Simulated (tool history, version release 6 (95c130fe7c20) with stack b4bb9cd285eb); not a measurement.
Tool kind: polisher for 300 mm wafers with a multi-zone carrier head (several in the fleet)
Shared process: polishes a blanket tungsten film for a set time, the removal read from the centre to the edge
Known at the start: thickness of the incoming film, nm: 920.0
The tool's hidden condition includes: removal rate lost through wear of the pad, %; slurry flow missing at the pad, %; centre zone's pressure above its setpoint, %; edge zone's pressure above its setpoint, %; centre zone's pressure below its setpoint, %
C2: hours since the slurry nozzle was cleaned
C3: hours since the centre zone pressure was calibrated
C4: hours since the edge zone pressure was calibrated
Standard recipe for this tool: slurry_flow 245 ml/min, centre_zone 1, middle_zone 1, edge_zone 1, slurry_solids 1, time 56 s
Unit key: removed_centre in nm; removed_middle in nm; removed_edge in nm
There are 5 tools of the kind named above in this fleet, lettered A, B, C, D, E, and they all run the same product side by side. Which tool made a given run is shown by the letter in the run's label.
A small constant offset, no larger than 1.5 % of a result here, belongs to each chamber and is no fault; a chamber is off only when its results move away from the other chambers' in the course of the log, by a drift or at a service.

Run 1D, hour 7.1: usual settings; wafers polished on this pad 424; C2 64.7; C3 950.9; C4 337. Result: removed_centre 220.77 nm, removed_middle 222.84 nm, removed_edge 220.7 nm.
Run 2B, hour 11.3: usual settings; wafers polished on this pad 783; C2 306.4; C3 508.9; C4 361.8. Result: removed_centre 220.49 nm, removed_middle 221.05 nm, removed_edge 216.59 nm.
Run 3A, hour 15.9: usual settings; wafers polished on this pad 915; C2 84.4; C3 160; C4 455.2. Result: removed_centre 221.08 nm, removed_middle 219.35 nm, removed_edge 218.46 nm.
At hour 17.9: chamber C: centre zone pressure recalibrated.
Run 4C, hour 20.1: usual settings; wafers polished on this pad 655; C2 297.7; C3 2.3; C4 854.5. Result: removed_centre 217.03 nm, removed_middle 222.18 nm, removed_edge 220.59 nm.
Run 5E, hour 26.2: usual settings; wafers polished on this pad 186; C2 268.5; C3 232.3; C4 573.6. Result: removed_centre 219.42 nm, removed_middle 215.99 nm, removed_edge 220.74 nm.
Run 6B, hour 34.2: usual settings; wafers polished on this pad 922; C2 329.3; C3 531.8; C4 384.7. Result: removed_centre 218.93 nm, removed_middle 219.04 nm, removed_edge 215.37 nm.
Run 7C, hour 40.2: usual settings; wafers polished on this pad 777; C2 317.8; C3 22.4; C4 874.6. Result: removed_centre 213.96 nm, removed_middle 218.01 nm, removed_edge 218.29 nm.
Run 8D, hour 48.1: usual settings; wafers polished on this pad 673; C2 105.7; C3 991.9; C4 378. Result: removed_centre 217.85 nm, removed_middle 218.47 nm, removed_edge 215.99 nm.
At hour 51.8: chamber B: edge zone pressure recalibrated.
Run 9A, hour 57.1: usual settings; wafers polished on this pad 1165; C2 125.6; C3 201.2; C4 496.4. Result: removed_centre 218.31 nm, removed_middle 218.67 nm, removed_edge 220.06 nm.
At hour 58.5: chamber B: centre zone pressure recalibrated.
Run 10E, hour 63.9: usual settings; wafers polished on this pad 415; C2 306.2; C3 270; C4 611.3. Result: removed_centre 219.74 nm, removed_middle 216.82 nm, removed_edge 220.67 nm.
Run 11E, hour 71.1: usual settings but edge_zone 1.08, time 49 s; wafers polished on this pad 459; C2 313.4; C3 277.2; C4 618.5. Result: removed_centre 191.52 nm, removed_middle 189.27 nm, removed_edge 200.51 nm.
At hour 75.5: chamber C: edge zone pressure recalibrated.
Run 12B, hour 77: usual settings but edge_zone 1.08, time 49 s; wafers polished on this pad 1182; C2 372.1; C3 18.5; C4 25.3. Result: removed_centre 189.54 nm, removed_middle 192.87 nm, removed_edge 200.83 nm.
Run 13C, hour 84.8: usual settings but edge_zone 1.08, time 49 s; wafers polished on this pad 1048; C2 362.4; C3 67; C4 9.4. Result: removed_centre 187.02 nm, removed_middle 187.82 nm, removed_edge 195.47 nm.
Run 14A, hour 90.3: usual settings but edge_zone 1.08, time 49 s; wafers polished on this pad 1366; C2 158.8; C3 234.4; C4 529.6. Result: removed_centre 191.91 nm, removed_middle 190.52 nm, removed_edge 200.9 nm.
At hour 94.8: chamber A: worn pad replaced by a new one.
Run 15D, hour 95.4: usual settings but edge_zone 1.08, time 49 s; wafers polished on this pad 960; C2 153; C3 1039.2; C4 425.3. Result: removed_centre 192.7 nm, removed_middle 194.81 nm, removed_edge 200.9 nm.
At hour 97.8: chamber B: worn pad replaced by a new one.
At hour 99: chamber D: centre zone pressure recalibrated.
Run 16B, hour 101.8: usual settings but time 41 s; wafers polished on this pad 24; C2 396.9; C3 43.3; C4 50.1. Result: removed_centre 162.51 nm, removed_middle 160.22 nm, removed_edge 160.41 nm.
Run 17C, hour 110.1: usual settings but time 41 s; wafers polished on this pad 1201; C2 387.7; C3 92.3; C4 34.7. Result: removed_centre 155.53 nm, removed_middle 155.95 nm, removed_edge 154.32 nm.
Run 18E, hour 118.6: usual settings but time 41 s; wafers polished on this pad 747; C2 360.9; C3 324.7; C4 666. Result: removed_centre 162.16 nm, removed_middle 158.48 nm, removed_edge 156.24 nm.
At hour 121.9: chamber E: edge zone pressure recalibrated.
Run 19D, hour 125.6: usual settings but time 41 s; wafers polished on this pad 1143; C2 183.2; C3 26.7; C4 455.5. Result: removed_centre 158.16 nm, removed_middle 160.47 nm, removed_edge 160.54 nm.
Run 20A, hour 133.8: usual settings but time 41 s; wafers polished on this pad 237; C2 202.3; C3 277.9; C4 573.1. Result: removed_centre 162.96 nm, removed_middle 159.96 nm, removed_edge 163.03 nm.
Run 21B, hour 141.1: usual settings but time 66 s; wafers polished on this pad 262; C2 436.2; C3 82.6; C4 89.4. Result: removed_centre 258.21 nm, removed_middle 261.08 nm, removed_edge 259.09 nm.
Run 22C, hour 148.2: usual settings but time 66 s; wafers polished on this pad 1433; C2 425.8; C3 130.4; C4 72.8. Result: removed_centre 248.22 nm, removed_middle 250.34 nm, removed_edge 250.02 nm.
Run 23E, hour 154.2: usual settings but time 66 s; wafers polished on this pad 963; C2 396.5; C3 360.3; C4 32.3. Result: removed_centre 257.42 nm, removed_middle 253.83 nm, removed_edge 256.4 nm.
At hour 162.5: chamber D: worn pad replaced by a new one.
Run 24A, hour 163.2: usual settings but time 66 s; wafers polished on this pad 415; C2 231.7; C3 307.3; C4 602.5. Result: removed_centre 261.2 nm, removed_middle 262.94 nm, removed_edge 258.84 nm.
Run 25D, hour 168.1: usual settings but time 66 s; wafers polished on this pad 34; C2 225.7; C3 69.2; C4 498. Result: removed_centre 253.14 nm, removed_middle 258.23 nm, removed_edge 261.42 nm.
Run 26D, hour 174: usual settings but centre_zone 1.1; wafers polished on this pad 69; C2 231.6; C3 75.1; C4 503.9. Result: removed_centre 241.65 nm, removed_middle 218.59 nm, removed_edge 224.61 nm.
Run 27C, hour 182.7: usual settings but centre_zone 1.1; wafers polished on this pad 1642; C2 460.3; C3 164.9; C4 107.3. Result: removed_centre 229.33 nm, removed_middle 207.34 nm, removed_edge 210.52 nm.
Run 28B, hour 187.1: usual settings but centre_zone 1.1; wafers polished on this pad 541; C2 482.2; C3 128.6; C4 135.4. Result: removed_centre 247.28 nm, removed_middle 218.5 nm, removed_edge 217.37 nm.
Run 29A, hour 191.9: usual settings but centre_zone 1.1; wafers polished on this pad 589; C2 260.4; C3 336; C4 631.2. Result: removed_centre 246.34 nm, removed_middle 219.62 nm, removed_edge 221.65 nm.
At hour 196.7: chamber E: worn pad replaced by a new one.
Run 30E, hour 198.7: usual settings but centre_zone 1.1; wafers polished on this pad 12; C2 441; C3 404.8; C4 76.8. Result: removed_centre 243.83 nm, removed_middle 214.98 nm, removed_edge 221.6 nm.
Run 31C, hour 203.2: usual settings; wafers polished on this pad 1766; C2 480.8; C3 185.4; C4 127.8. Result: removed_centre 204.71 nm, removed_middle 207.11 nm, removed_edge 208.59 nm.
At hour 207.2: chamber B: slurry nozzle cleaned.
Run 32A, hour 207.5: usual settings; wafers polished on this pad 684; C2 276; C3 351.6; C4 646.8. Result: removed_centre 216.9 nm, removed_middle 222.76 nm, removed_edge 217.69 nm.
At hour 213: chamber C: slurry nozzle cleaned.
Run 33D, hour 215.4: usual settings; wafers polished on this pad 321; C2 273; C3 116.5; C4 545.3. Result: removed_centre 220.81 nm, removed_middle 220.25 nm, removed_edge 217.06 nm.
Run 34B, hour 222.4: usual settings; wafers polished on this pad 756; C2 15.3; C3 163.9; C4 170.7. Result: removed_centre 220.61 nm, removed_middle 220.81 nm, removed_edge 214.26 nm.
Run 35E, hour 227.5: usual settings; wafers polished on this pad 187; C2 469.8; C3 433.6; C4 105.6. Result: removed_centre 216.31 nm, removed_middle 214.79 nm, removed_edge 213.81 nm.
Run 36E, hour 232.4: usual settings; wafers polished on this pad 216; C2 474.7; C3 438.5; C4 110.5. Result: removed_centre 217.65 nm, removed_middle 215.43 nm, removed_edge 217.09 nm.
Run 37D, hour 236.5: usual settings; wafers polished on this pad 449; C2 294.1; C3 137.6; C4 566.4. Result: removed_centre 220.54 nm, removed_middle 221.05 nm, removed_edge 221.57 nm.
Run 38A, hour 240.7: usual settings; wafers polished on this pad 885; C2 309.2; C3 384.8; C4 680. Result: removed_centre 218.26 nm, removed_middle 219.06 nm, removed_edge 213.61 nm.
Run 39B, hour 248.7: usual settings; wafers polished on this pad 915; C2 41.6; C3 190.2; C4 197. Result: removed_centre 220.34 nm, removed_middle 221.2 nm, removed_edge 223.95 nm.
Run 40C, hour 254: usual settings; wafers polished on this pad 2075; C2 41; C3 236.2; C4 178.6. Result: removed_centre 204.72 nm, removed_middle 204.02 nm, removed_edge 206.61 nm.
Run 41B, hour 259.2: usual settings; wafers polished on this pad 979; C2 52.1; C3 200.7; C4 207.5. Result: removed_centre 219.71 nm, removed_middle 222.76 nm, removed_edge 215.13 nm.
Run 42C, hour 263.3: usual settings; wafers polished on this pad 2131; C2 50.3; C3 245.5; C4 187.9. Result: removed_centre 202.91 nm, removed_middle 203.37 nm, removed_edge 202.88 nm.

All chambers now run identical settings, listed one chamber a line with results as question marks. What results will each chamber show?
Run 43A, hour 269.8: usual settings. Result: removed_centre ?, removed_middle ?, removed_edge ?.
Run 43B, hour 269.8: usual settings. Result: removed_centre ?, removed_middle ?, removed_edge ?.
Run 43C, hour 269.8: usual settings. Result: removed_centre ?, removed_middle ?, removed_edge ?.
Run 43D, hour 269.8: usual settings. Result: removed_centre ?, removed_middle ?, removed_edge ?.
Run 43E, hour 269.8: usual settings. Result: removed_centre ?, removed_middle ?, removed_edge ?.

run  removed_centre  removed_middle  removed_edge
43A          222.64          218.05        215.95
43B          223.18          220.16        217.59
43C          201.11          202.24         200.5
43D           218.8          220.28        219.73
43E          216.47          213.62        215.94

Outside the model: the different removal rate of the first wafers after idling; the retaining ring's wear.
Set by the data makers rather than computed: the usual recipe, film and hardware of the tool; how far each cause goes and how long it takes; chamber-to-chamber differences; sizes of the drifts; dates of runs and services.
